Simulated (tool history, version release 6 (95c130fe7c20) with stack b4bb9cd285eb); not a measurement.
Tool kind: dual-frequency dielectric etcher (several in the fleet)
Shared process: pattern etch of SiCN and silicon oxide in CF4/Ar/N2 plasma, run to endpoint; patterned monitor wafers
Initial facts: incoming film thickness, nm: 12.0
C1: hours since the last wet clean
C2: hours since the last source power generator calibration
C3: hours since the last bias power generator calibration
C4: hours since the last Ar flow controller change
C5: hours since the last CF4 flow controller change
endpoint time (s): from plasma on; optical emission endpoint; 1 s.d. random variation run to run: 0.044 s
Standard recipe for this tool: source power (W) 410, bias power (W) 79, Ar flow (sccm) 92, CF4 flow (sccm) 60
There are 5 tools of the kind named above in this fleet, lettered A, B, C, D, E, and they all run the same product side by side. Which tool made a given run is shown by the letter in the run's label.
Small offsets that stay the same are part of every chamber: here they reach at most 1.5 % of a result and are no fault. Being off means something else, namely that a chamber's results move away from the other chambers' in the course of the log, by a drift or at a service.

run 1C hour=10.1 | source_power_(W)=410 bias_power_(W)=79 Ar_flow_(sccm)=92 CF4_flow_(sccm)=60 | C1=427.4 C2=2265.6 C3=3553.3 C4=1900.1 C5=520.6 | endpoint_time_(s)=14.795
run 2B hour=25.9 | source_power_(W)=410 bias_power_(W)=79 Ar_flow_(sccm)=92 CF4_flow_(sccm)=60 | C1=178.8 C2=910.0 C3=754.2 C4=1670.7 C5=850.0 | endpoint_time_(s)=14.660
-- hour=27.1 chamber C: wet clean of the chamber
run 3E hour=40.6 | source_power_(W)=410 bias_power_(W)=79 Ar_flow_(sccm)=92 CF4_flow_(sccm)=60 | C1=469.2 C2=1330.1 C3=1744.4 C4=4647.6 C5=2118.1 | endpoint_time_(s)=14.752
run 4D hour=50.2 | source_power_(W)=410 bias_power_(W)=79 Ar_flow_(sccm)=92 CF4_flow_(sccm)=60 | C1=564.5 C2=1195.2 C3=1667.7 C4=3410.8 C5=3697.4 | endpoint_time_(s)=14.863
run 5A hour=65.5 | source_power_(W)=410 bias_power_(W)=79 Ar_flow_(sccm)=92 CF4_flow_(sccm)=60 | C1=283.1 C2=527.6 C3=1689.1 C4=1585.3 C5=420.9 | endpoint_time_(s)=14.918
run 6E hour=77.6 | source_power_(W)=410 bias_power_(W)=79 Ar_flow_(sccm)=92 CF4_flow_(sccm)=60 | C1=506.2 C2=1367.1 C3=1781.4 C4=4684.6 C5=2155.1 | endpoint_time_(s)=14.875
run 7A hour=87.3 | source_power_(W)=410 bias_power_(W)=79 Ar_flow_(sccm)=92 CF4_flow_(sccm)=60 | C1=304.9 C2=549.4 C3=1710.9 C4=1607.1 C5=442.7 | endpoint_time_(s)=14.904
run 8C hour=98.5 | source_power_(W)=410 bias_power_(W)=79 Ar_flow_(sccm)=92 CF4_flow_(sccm)=60 | C1=71.4 C2=2354.0 C3=3641.7 C4=1988.5 C5=609.0 | endpoint_time_(s)=14.747
run 9B hour=114.8 | source_power_(W)=410 bias_power_(W)=79 Ar_flow_(sccm)=92 CF4_flow_(sccm)=60 | C1=267.7 C2=998.9 C3=843.1 C4=1759.6 C5=938.9 | endpoint_time_(s)=14.661
run 10D hour=123.5 | source_power_(W)=410 bias_power_(W)=79 Ar_flow_(sccm)=92 CF4_flow_(sccm)=60 | C1=637.8 C2=1268.5 C3=1741.0 C4=3484.1 C5=3770.7 | endpoint_time_(s)=14.835
run 11E hour=133.8 | source_power_(W)=410 bias_power_(W)=79 Ar_flow_(sccm)=92 CF4_flow_(sccm)=60 | C1=562.4 C2=1423.3 C3=1837.6 C4=4740.8 C5=2211.3 | endpoint_time_(s)=14.716
run 12C hour=146.6 | source_power_(W)=410 bias_power_(W)=79 Ar_flow_(sccm)=92 CF4_flow_(sccm)=60 | C1=119.5 C2=2402.1 C3=3689.8 C4=2036.6 C5=657.1 | endpoint_time_(s)=14.841
-- hour=154.9 chamber D: wet clean of the chamber
run 13D hour=162.8 | source_power_(W)=410 bias_power_(W)=79 Ar_flow_(sccm)=92 CF4_flow_(sccm)=60 | C1=7.9 C2=1307.8 C3=1780.3 C4=3523.4 C5=3810.0 | endpoint_time_(s)=14.794
run 14B hour=178.8 | source_power_(W)=410 bias_power_(W)=79 Ar_flow_(sccm)=92 CF4_flow_(sccm)=60 | C1=331.7 C2=1062.9 C3=907.1 C4=1823.6 C5=1002.9 | endpoint_time_(s)=14.699
run 15A hour=189.3 | source_power_(W)=410 bias_power_(W)=79 Ar_flow_(sccm)=92 CF4_flow_(sccm)=60 | C1=406.9 C2=651.4 C3=1812.9 C4=1709.1 C5=544.7 | endpoint_time_(s)=14.792
run 16A hour=197.1 | source_power_(W)=410 bias_power_(W)=79 Ar_flow_(sccm)=92 CF4_flow_(sccm)=60 | C1=414.7 C2=659.2 C3=1820.7 C4=1716.9 C5=552.5 | endpoint_time_(s)=14.834
-- hour=203.6 chamber D: CF4 flow controller replaced
run 17C hour=212.5 | source_power_(W)=410 bias_power_(W)=79 Ar_flow_(sccm)=92 CF4_flow_(sccm)=60 | C1=185.4 C2=2468.0 C3=3755.7 C4=2102.5 C5=723.0 | endpoint_time_(s)=14.731
run 18B hour=227.7 | source_power_(W)=410 bias_power_(W)=79 Ar_flow_(sccm)=92 CF4_flow_(sccm)=60 | C1=380.6 C2=1111.8 C3=956.0 C4=1872.5 C5=1051.8 | endpoint_time_(s)=14.704
-- hour=237.8 chamber E: wet clean of the chamber
run 19E hour=242.2 | source_power_(W)=410 bias_power_(W)=79 Ar_flow_(sccm)=92 CF4_flow_(sccm)=60 | C1=4.4 C2=1531.7 C3=1946.0 C4=4849.2 C5=2319.7 | endpoint_time_(s)=14.820
run 20D hour=255.8 | source_power_(W)=410 bias_power_(W)=79 Ar_flow_(sccm)=92 CF4_flow_(sccm)=60 | C1=100.9 C2=1400.8 C3=1873.3 C4=3616.4 C5=52.3 | endpoint_time_(s)=14.859
run 21A hour=265.4 | source_power_(W)=410 bias_power_(W)=79 Ar_flow_(sccm)=92 CF4_flow_(sccm)=60 | C1=483.0 C2=727.5 C3=1889.0 C4=1785.2 C5=620.8 | endpoint_time_(s)=14.593
run 22C hour=277.1 | source_power_(W)=410 bias_power_(W)=79 Ar_flow_(sccm)=92 CF4_flow_(sccm)=60 | C1=250.0 C2=2532.6 C3=3820.3 C4=2167.1 C5=787.6 | endpoint_time_(s)=14.748
run 23E hour=285.2 | source_power_(W)=480 bias_power_(W)=79 Ar_flow_(sccm)=92 CF4_flow_(sccm)=60 | C1=47.4 C2=1574.7 C3=1989.0 C4=4892.2 C5=2362.7 | endpoint_time_(s)=12.868
run 24D hour=296.5 | source_power_(W)=480 bias_power_(W)=79 Ar_flow_(sccm)=92 CF4_flow_(sccm)=60 | C1=141.6 C2=1441.5 C3=1914.0 C4=3657.1 C5=93.0 | endpoint_time_(s)=12.881
run 25B hour=307.6 | source_power_(W)=480 bias_power_(W)=79 Ar_flow_(sccm)=92 CF4_flow_(sccm)=60 | C1=460.5 C2=1191.7 C3=1035.9 C4=1952.4 C5=1131.7 | endpoint_time_(s)=12.825
run 26A hour=319.6 | source_power_(W)=480 bias_power_(W)=79 Ar_flow_(sccm)=92 CF4_flow_(sccm)=60 | C1=537.2 C2=781.7 C3=1943.2 C4=1839.4 C5=675.0 | endpoint_time_(s)=12.684
-- hour=321.2 chamber B: wet clean of the chamber
run 27E hour=330.4 | source_power_(W)=480 bias_power_(W)=79 Ar_flow_(sccm)=92 CF4_flow_(sccm)=60 | C1=92.6 C2=1619.9 C3=2034.2 C4=4937.4 C5=2407.9 | endpoint_time_(s)=12.867
run 28D hour=338.9 | source_power_(W)=410 bias_power_(W)=79 Ar_flow_(sccm)=92 CF4_flow_(sccm)=60 | C1=184.0 C2=1483.9 C3=1956.4 C4=3699.5 C5=135.4 | endpoint_time_(s)=14.902
run 29B hour=354.0 | source_power_(W)=410 bias_power_(W)=79 Ar_flow_(sccm)=92 CF4_flow_(sccm)=60 | C1=32.9 C2=1238.1 C3=1082.3 C4=1998.8 C5=1178.1 | endpoint_time_(s)=14.675
run 30C hour=365.6 | source_power_(W)=410 bias_power_(W)=79 Ar_flow_(sccm)=92 CF4_flow_(sccm)=60 | C1=338.5 C2=2621.1 C3=3908.8 C4=2255.6 C5=876.1 | endpoint_time_(s)=14.835
run 31C hour=375.0 | source_power_(W)=410 bias_power_(W)=79 Ar_flow_(sccm)=92 CF4_flow_(sccm)=60 | C1=347.9 C2=2630.5 C3=3918.2 C4=2265.0 C5=885.5 | endpoint_time_(s)=14.776
run 32D hour=388.1 | source_power_(W)=410 bias_power_(W)=79 Ar_flow_(sccm)=92 CF4_flow_(sccm)=60 | C1=233.2 C2=1533.1 C3=2005.6 C4=3748.7 C5=184.6 | endpoint_time_(s)=14.862
run 33B hour=398.2 | source_power_(W)=410 bias_power_(W)=79 Ar_flow_(sccm)=92 CF4_flow_(sccm)=60 | C1=77.1 C2=1282.3 C3=1126.5 C4=2043.0 C5=1222.3 | endpoint_time_(s)=14.705

Does one chamber stand apart from the rest, does the shared gauge drift, or is all well apart from small per-chamber offsets? Give the chamber and the most likely cause, where there is one.

One chamber, A, drifts off from the rest bit by bit.
What lies behind it: etch rate over this chamber's usual, % = 3.9.
The log might look much the same if the cause were instead: source power that arrives over what is set, %.

Chamber A could run next with any of the 4 candidate recipes listed below; each alters the usual settings, and their results appear as question marks. Which one brings its results back in line with what the other chambers deliver on the usual settings?
Allowed miss from the other chambers' usual-settings mean, per result, to count as in line: endpoint time (s) 0.160
run 34A-1 hour=410.0 | source_power_(W)=410 bias_power_(W)=80 Ar_flow_(sccm)=92 CF4_flow_(sccm)=60 | endpoint_time_(s)=?
run 34A-2 hour=410.0 | source_power_(W)=400 bias_power_(W)=79 Ar_flow_(sccm)=92 CF4_flow_(sccm)=60 | endpoint_time_(s)=?
run 34A-3 hour=410.0 | source_power_(W)=410 bias_power_(W)=79 Ar_flow_(sccm)=92 CF4_flow_(sccm)=70 | endpoint_time_(s)=?
run 34A-4 hour=410.0 | source_power_(W)=410 bias_power_(W)=78 Ar_flow_(sccm)=92 CF4_flow_(sccm)=60 | endpoint_time_(s)=?

On the usual settings, the other chambers give on average: endpoint time (s) 14.775
run=34A-1 endpoint_time_(s)=14.311
run=34A-2 endpoint_time_(s)=14.693
run=34A-3 endpoint_time_(s)=14.056
run=34A-4 endpoint_time_(s)=14.440
Change 34A-2 lands the chamber within the allowed miss of the other chambers.

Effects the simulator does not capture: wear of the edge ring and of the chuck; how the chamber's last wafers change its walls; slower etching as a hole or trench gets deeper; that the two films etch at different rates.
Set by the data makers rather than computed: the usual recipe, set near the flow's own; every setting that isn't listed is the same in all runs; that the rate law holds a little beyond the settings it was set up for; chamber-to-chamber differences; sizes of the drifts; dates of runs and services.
